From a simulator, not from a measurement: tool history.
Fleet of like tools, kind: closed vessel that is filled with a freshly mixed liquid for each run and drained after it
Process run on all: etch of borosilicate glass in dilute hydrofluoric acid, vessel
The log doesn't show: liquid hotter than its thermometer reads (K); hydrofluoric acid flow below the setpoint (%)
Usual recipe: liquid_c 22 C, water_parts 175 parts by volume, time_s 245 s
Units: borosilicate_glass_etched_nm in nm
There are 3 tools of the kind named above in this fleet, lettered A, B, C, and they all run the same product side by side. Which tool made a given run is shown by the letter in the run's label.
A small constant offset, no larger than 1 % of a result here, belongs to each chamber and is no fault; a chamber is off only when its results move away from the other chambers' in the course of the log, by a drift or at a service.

run,hour,liquid_c,water_parts,time_s,hours since the thermometer was replaced,hours since the hydrofluoric acid flow meter was replaced,"read-back film thickness of the borosilicate glass reference wafer, read on the same gauge (nm)",borosilicate_glass_etched_nm
1B,9,22,175,245,51.5,252.9,59.999,28.053
2C,21.5,22,175,245,960.3,835,59.996,28.261
3A,31.2,22,175,245,671.1,1281.4,59.983,28.509
4A,39,22,175,245,678.9,1289.2,59.972,28.42
5B,47.9,22,175,245,90.4,291.8,60.048,28.048
# hour 50.1: chamber A: hydrofluoric acid flow meter replaced
6C,55.1,22,175,325,993.9,868.6,59.99,37.992
7B,66,22,175,325,108.5,309.9,60.002,37.456
8C,76.3,22,175,325,1015.1,889.8,60.026,37.199
9A,88.9,22,175,245,728.8,38.9,60.031,28.468
10B,96.3,22,175,245,138.8,340.2,59.987,28.326
11C,106.1,22,175,245,1044.9,919.6,60.015,27.86
12A,115.7,22,175,245,755.6,65.7,60.009,28.549
13C,126,22,175,245,1064.8,939.5,59.994,28.112
14A,133,22,175,245,772.9,83,59.994,28.542
15B,145.5,22,175,245,188,389.4,59.987,28.099
16A,158.3,22,175,245,798.2,108.3,59.984,28.599
17B,165.2,22,175,245,207.7,409.1,59.985,28.103
18C,178.5,25.5,175,295,1117.3,992,60.009,37.787
19C,188.9,25.5,175,295,1127.7,1002.4,60.001,37.502
20A,196.2,25.5,175,295,836.1,146.2,60.012,38.886
21B,205.6,22,175,245,248.1,449.5,59.994,28.161
22A,215.3,19,175,115,855.2,165.3,59.973,11.858
23C,222.4,19,175,115,1161.2,1035.9,59.997,11.343
24B,228.8,19,175,115,271.3,472.7,60.012,11.724
25B,236.9,22,175,245,279.4,480.8,59.997,27.875
26A,242.8,22,175,245,882.7,192.8,59.967,28.579
27C,255.2,22,175,245,1194,1068.7,59.994,26.95
28B,263.5,22,175,245,306,507.4,60.024,28.504
29A,273.2,22,175,245,913.1,223.2,59.995,28.554

Is one chamber out of step, is the gauge drifting, or do the chambers differ by no more than their own small offsets? For an off chamber, give its letter and the likeliest cause.

It is chamber C that slowly wanders off from its peers.
What lies behind it: hydrofluoric acid flow below the setpoint (%) = 4.12.
The log might look much the same if the cause were instead: liquid colder than its thermometer reads (K).

Here are 4 candidates for chamber C's next run, each the usual settings with a change, their results left as question marks. Which one brings its results back in line with what the others give on the usual settings?
In-line tolerance around the mean of the other chambers on the usual settings: borosilicate_glass_etched_nm 0.57 nm
30C-1,282.9,22,165,255,,,,?
30C-2,282.9,22,185,235,,,,?
30C-3,282.9,22,180,240,,,,?
30C-4,282.9,22,175,260,,,,?

Mean of the other chambers on the usual settings: borosilicate_glass_etched_nm 28.33 nm
run,borosilicate_glass_etched_nm
30C-1,30.09
30C-2,24.147
30C-3,25.496
30C-4,28.58
30C-4 brings the chamber back in line.

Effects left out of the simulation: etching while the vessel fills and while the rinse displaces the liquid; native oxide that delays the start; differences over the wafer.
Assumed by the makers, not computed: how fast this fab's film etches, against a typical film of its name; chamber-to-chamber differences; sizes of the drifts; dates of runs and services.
